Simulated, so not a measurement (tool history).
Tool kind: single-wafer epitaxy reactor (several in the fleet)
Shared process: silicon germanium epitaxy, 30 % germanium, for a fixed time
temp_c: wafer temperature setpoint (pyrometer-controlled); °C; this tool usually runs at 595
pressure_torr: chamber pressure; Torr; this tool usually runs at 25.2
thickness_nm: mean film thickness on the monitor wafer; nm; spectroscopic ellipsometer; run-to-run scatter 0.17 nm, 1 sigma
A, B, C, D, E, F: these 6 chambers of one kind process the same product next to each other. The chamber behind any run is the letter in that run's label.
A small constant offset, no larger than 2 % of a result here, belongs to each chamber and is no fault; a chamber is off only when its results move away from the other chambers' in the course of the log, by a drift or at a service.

run	hour	temp_c	pressure_torr	hours since the last pyrometer calibration	hours since the last manometer calibration	read-back reference wafer on the same gauge, thickness_nm	thickness_nm
1F	4.8	595	25.2	1334.9	205.8	66.92	59.375
2B	11.2	595	25.2	523.7	1174.7	66.939	59.342
3D	15.2	595	25.2	563.7	952	66.923	59.658
4C	21.3	595	25.2	1573.4	549.5	66.876	58.546
5E	26.6	595	25.2	1636.2	1349.8	66.878	59.662
6A	32.1	595	25.2	704	307.8	66.928	58.014
# hour 38.1: chamber E: capacitance manometer re-zeroed and calibrated
7C	39	595	25.2	1591.1	567.2	66.959	58.498
# hour 42.5: chamber B: capacitance manometer re-zeroed and calibrated
8F	46.4	595	25.2	1376.5	247.4	66.919	59.299
9B	54.6	595	25.2	567.1	12.2	66.947	59.122
10D	62.7	595	25.2	611.2	999.5	66.884	58.875
11E	70.9	586	25.2	1680.5	32.8	66.909	50.207
12A	79.5	586	25.2	751.4	355.2	66.865	49.143
13D	85.9	586	25.2	634.4	1022.7	66.889	50.102
14E	94.4	586	25.2	1704	56.3	66.854	50.303
15C	101.7	586	25.2	1653.8	629.9	66.871	49.352
16A	105.9	586	25.2	777.8	381.6	66.925	49.263
17B	113.3	595	25.2	625.8	70.9	66.86	59.304
18F	120.2	595	25.2	1450.3	321.2	66.915	59.522
19A	127	595	25.2	798.9	402.7	66.859	57.99
20F	131.7	595	25.2	1461.8	332.7	66.884	59.852
21E	138.4	595	19.5	1748	100.3	66.894	53.68
22D	142.6	595	19.5	691.1	1079.4	66.894	52.751
23C	147.4	595	19.5	1699.5	675.6	66.942	53.045
24B	151.9	595	19.5	664.4	109.5	66.862	53.467
25A	158.3	595	19.5	830.2	434	66.898	52.638
26F	165.2	595	19.5	1495.3	366.2	66.903	53.768
# hour 167.5: chamber D: capacitance manometer re-zeroed and calibrated
27D	172.7	595	25.2	721.2	5.3	66.855	58.684
28B	180.6	595	25.2	693.1	138.2	66.963	59.372
29E	187.2	595	25.2	1796.8	149.1	66.938	59.57
30C	194.5	595	25.2	1746.6	722.7	66.879	58.594
31D	201.1	595	19.5	749.6	33.7	66.914	52.174
# hour 203.6: chamber C: pyrometer calibrated
32B	209.3	595	19.5	721.8	166.9	66.868	53.354
33A	213	595	19.5	884.9	488.7	66.94	52.438
34E	221	595	19.5	1830.6	182.9	66.843	53.722
35F	226.3	595	19.5	1556.4	427.3	66.92	53.973
36C	232	595	19.5	28.4	760.2	66.903	53.191
37C	238.6	595	25.2	35	766.8	66.943	58.35

One chamber off, gauge drift, or nothing amiss beyond the chambers' own small offsets? If it is a chamber, which one, and what is the likeliest cause?

It is chamber D that slowly wanders off from its peers.
What lies behind it: wafer temperature below the value expected at the setpoint (K) = 1.47.

Which of the 4 candidates below, each the usual settings with something changed and its results left as question marks, puts chamber D back in line with what the other chambers give on the usual settings?
A result is in line if it is within this distance of the other chambers' mean on the usual settings: thickness_nm 0.59 nm
38D-1	244.8	594	25				?
38D-2	244.8	596	25.4				?
38D-3	244.8	595	24.8				?
38D-4	244.8	595	25.6				?

What the other chambers average on the usual settings: thickness_nm 58.991 nm
run	thickness_nm
38D-1	56.377
38D-2	58.911
38D-3	57.254
38D-4	58.007
The answer is 38D-2, which returns the chamber to within the allowed miss of the others.
